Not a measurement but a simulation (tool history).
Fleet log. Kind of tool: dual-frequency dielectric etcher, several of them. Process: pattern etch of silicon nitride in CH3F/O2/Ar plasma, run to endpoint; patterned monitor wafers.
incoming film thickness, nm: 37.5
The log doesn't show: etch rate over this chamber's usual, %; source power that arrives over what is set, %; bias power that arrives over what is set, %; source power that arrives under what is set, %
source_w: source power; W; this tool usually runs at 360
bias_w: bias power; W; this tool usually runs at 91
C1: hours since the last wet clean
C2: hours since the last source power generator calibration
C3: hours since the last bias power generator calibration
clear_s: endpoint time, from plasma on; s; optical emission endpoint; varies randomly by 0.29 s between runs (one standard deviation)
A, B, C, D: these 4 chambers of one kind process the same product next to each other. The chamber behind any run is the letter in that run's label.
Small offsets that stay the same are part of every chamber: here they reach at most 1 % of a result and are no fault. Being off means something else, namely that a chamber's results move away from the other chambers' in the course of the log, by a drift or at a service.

run 1B hour=6 | source_w=360 bias_w=91 | C1=202.6 C2=2077.6 C3=504.4 | clear_s=52.595
run 2A hour=11.7 | source_w=360 bias_w=91 | C1=521.8 C2=58 C3=68.5 | clear_s=51.883
run 3D hour=16.6 | source_w=360 bias_w=91 | C1=486.3 C2=1890.1 C3=1349.1 | clear_s=52.107
run 4C hour=22 | source_w=360 bias_w=91 | C1=235.4 C2=709.4 C3=1019.7 | clear_s=52.024
run 5C hour=25 | source_w=320 bias_w=79 | C1=238.4 C2=712.4 C3=1022.7 | clear_s=56.923
run 6D hour=31.7 | source_w=320 bias_w=79 | C1=501.4 C2=1905.2 C3=1364.2 | clear_s=56.542
run 7B hour=34.6 | source_w=320 bias_w=79 | C1=231.2 C2=2106.2 C3=533 | clear_s=57.602
run 8A hour=38.5 | source_w=320 bias_w=79 | C1=548.6 C2=84.8 C3=95.3 | clear_s=57.442
run 9B hour=43.5 | source_w=360 bias_w=91 | C1=240.1 C2=2115.1 C3=541.9 | clear_s=52.521
run 10A hour=48.1 | source_w=360 bias_w=91 | C1=558.2 C2=94.4 C3=104.9 | clear_s=51.426
run 11D hour=53.1 | source_w=360 bias_w=91 | C1=522.8 C2=1926.6 C3=1385.6 | clear_s=51.033
run 12C hour=57.2 | source_w=360 bias_w=91 | C1=270.6 C2=744.6 C3=1054.9 | clear_s=52.475
run 13D hour=63.5 | source_w=360 bias_w=91 | C1=533.2 C2=1937 C3=1396 | clear_s=51.775
run 14B hour=68 | source_w=360 bias_w=91 | C1=264.6 C2=2139.6 C3=566.4 | clear_s=52.442
-- hour=68.5 chamber A: wet clean of the chamber
run 15C hour=73.1 | source_w=360 bias_w=91 | C1=286.5 C2=760.5 C3=1070.8 | clear_s=51.402
run 16A hour=78.6 | source_w=360 bias_w=91 | C1=10.2 C2=124.9 C3=135.4 | clear_s=51.587
run 17D hour=81.7 | source_w=360 bias_w=91 | C1=551.4 C2=1955.2 C3=1414.2 | clear_s=51.42
run 18C hour=85.2 | source_w=360 bias_w=91 | C1=298.6 C2=772.6 C3=1082.9 | clear_s=51.908
run 19A hour=89.4 | source_w=360 bias_w=91 | C1=21 C2=135.7 C3=146.2 | clear_s=51.667
run 20B hour=94.9 | source_w=360 bias_w=91 | C1=291.5 C2=2166.5 C3=593.3 | clear_s=51.414
run 21D hour=98.2 | source_w=360 bias_w=91 | C1=567.9 C2=1971.7 C3=1430.7 | clear_s=51.663
run 22C hour=101.6 | source_w=360 bias_w=91 | C1=315 C2=789 C3=1099.3 | clear_s=51.727
run 23B hour=106.8 | source_w=360 bias_w=91 | C1=303.4 C2=2178.4 C3=605.2 | clear_s=51.227
run 24A hour=113 | source_w=360 bias_w=91 | C1=44.6 C2=159.3 C3=169.8 | clear_s=52.023
run 25B hour=116.5 | source_w=360 bias_w=91 | C1=313.1 C2=2188.1 C3=614.9 | clear_s=51.32
run 26A hour=119.8 | source_w=360 bias_w=91 | C1=51.4 C2=166.1 C3=176.6 | clear_s=52.04
run 27D hour=124.9 | source_w=360 bias_w=91 | C1=594.6 C2=1998.4 C3=1457.4 | clear_s=51.352
run 28C hour=130.5 | source_w=360 bias_w=91 | C1=343.9 C2=817.9 C3=1128.2 | clear_s=52.605
run 29A hour=135.6 | source_w=360 bias_w=91 | C1=67.2 C2=181.9 C3=192.4 | clear_s=51.755
run 30D hour=142.2 | source_w=360 bias_w=91 | C1=611.9 C2=2015.7 C3=1474.7 | clear_s=51.107
run 31C hour=146.7 | source_w=360 bias_w=91 | C1=360.1 C2=834.1 C3=1144.4 | clear_s=51.742
run 32B hour=150.7 | source_w=360 bias_w=91 | C1=347.3 C2=2222.3 C3=649.1 | clear_s=50.784
run 33C hour=157 | source_w=360 bias_w=91 | C1=370.4 C2=844.4 C3=1154.7 | clear_s=51.896
run 34B hour=161.6 | source_w=360 bias_w=91 | C1=358.2 C2=2233.2 C3=660 | clear_s=50.749
run 35A hour=166.3 | source_w=310 bias_w=104 | C1=97.9 C2=212.6 C3=223.1 | clear_s=52.28
run 36D hour=172.6 | source_w=310 bias_w=104 | C1=642.3 C2=2046.1 C3=1505.1 | clear_s=51.924
run 37A hour=179.3 | source_w=310 bias_w=104 | C1=110.9 C2=225.6 C3=236.1 | clear_s=52.047
run 38D hour=183.7 | source_w=310 bias_w=104 | C1=653.4 C2=2057.2 C3=1516.2 | clear_s=52.06
run 39B hour=187.1 | source_w=360 bias_w=91 | C1=383.7 C2=2258.7 C3=685.5 | clear_s=50.412
run 40C hour=192.9 | source_w=360 bias_w=91 | C1=406.3 C2=880.3 C3=1190.6 | clear_s=51.141
run 41A hour=197.6 | source_w=360 bias_w=91 | C1=129.2 C2=243.9 C3=254.4 | clear_s=51.671
run 42B hour=202.1 | source_w=360 bias_w=91 | C1=398.7 C2=2273.7 C3=700.5 | clear_s=49.744
run 43C hour=208.8 | source_w=360 bias_w=91 | C1=422.2 C2=896.2 C3=1206.5 | clear_s=51.968
run 44D hour=213.6 | source_w=360 bias_w=91 | C1=683.3 C2=2087.1 C3=1546.1 | clear_s=51.33

Read the log: is a single chamber off, either drifting away or since a service, is the gauge that measures every chamber drifting, or is nothing wrong beyond small per-chamber offsets? Name any odd chamber and what most likely caused it.

Little by little, chamber B moves away from the other chambers.
What lies behind it: etch rate over this chamber's usual, % = 5.06.

Here are 4 candidates for chamber B's next run, each the usual settings with a change, their results left as question marks. Which one brings its results back in line with what the others give on the usual settings?
To be in line, a result may differ from the other chambers' mean on the usual settings by at most: clear_s 1 s
run 45B-1 hour=218.4 | source_w=430 bias_w=91 | clear_s=?
run 45B-2 hour=218.4 | source_w=380 bias_w=96 | clear_s=?
run 45B-3 hour=218.4 | source_w=340 bias_w=86 | clear_s=?
run 45B-4 hour=218.4 | source_w=290 bias_w=91 | clear_s=?

The other chambers' mean on the usual settings: clear_s 51.687 s
run=45B-1 clear_s=46.631
run=45B-2 clear_s=47.877
run=45B-3 clear_s=51.883
run=45B-4 clear_s=53.886
45B-3 brings the chamber back in line.

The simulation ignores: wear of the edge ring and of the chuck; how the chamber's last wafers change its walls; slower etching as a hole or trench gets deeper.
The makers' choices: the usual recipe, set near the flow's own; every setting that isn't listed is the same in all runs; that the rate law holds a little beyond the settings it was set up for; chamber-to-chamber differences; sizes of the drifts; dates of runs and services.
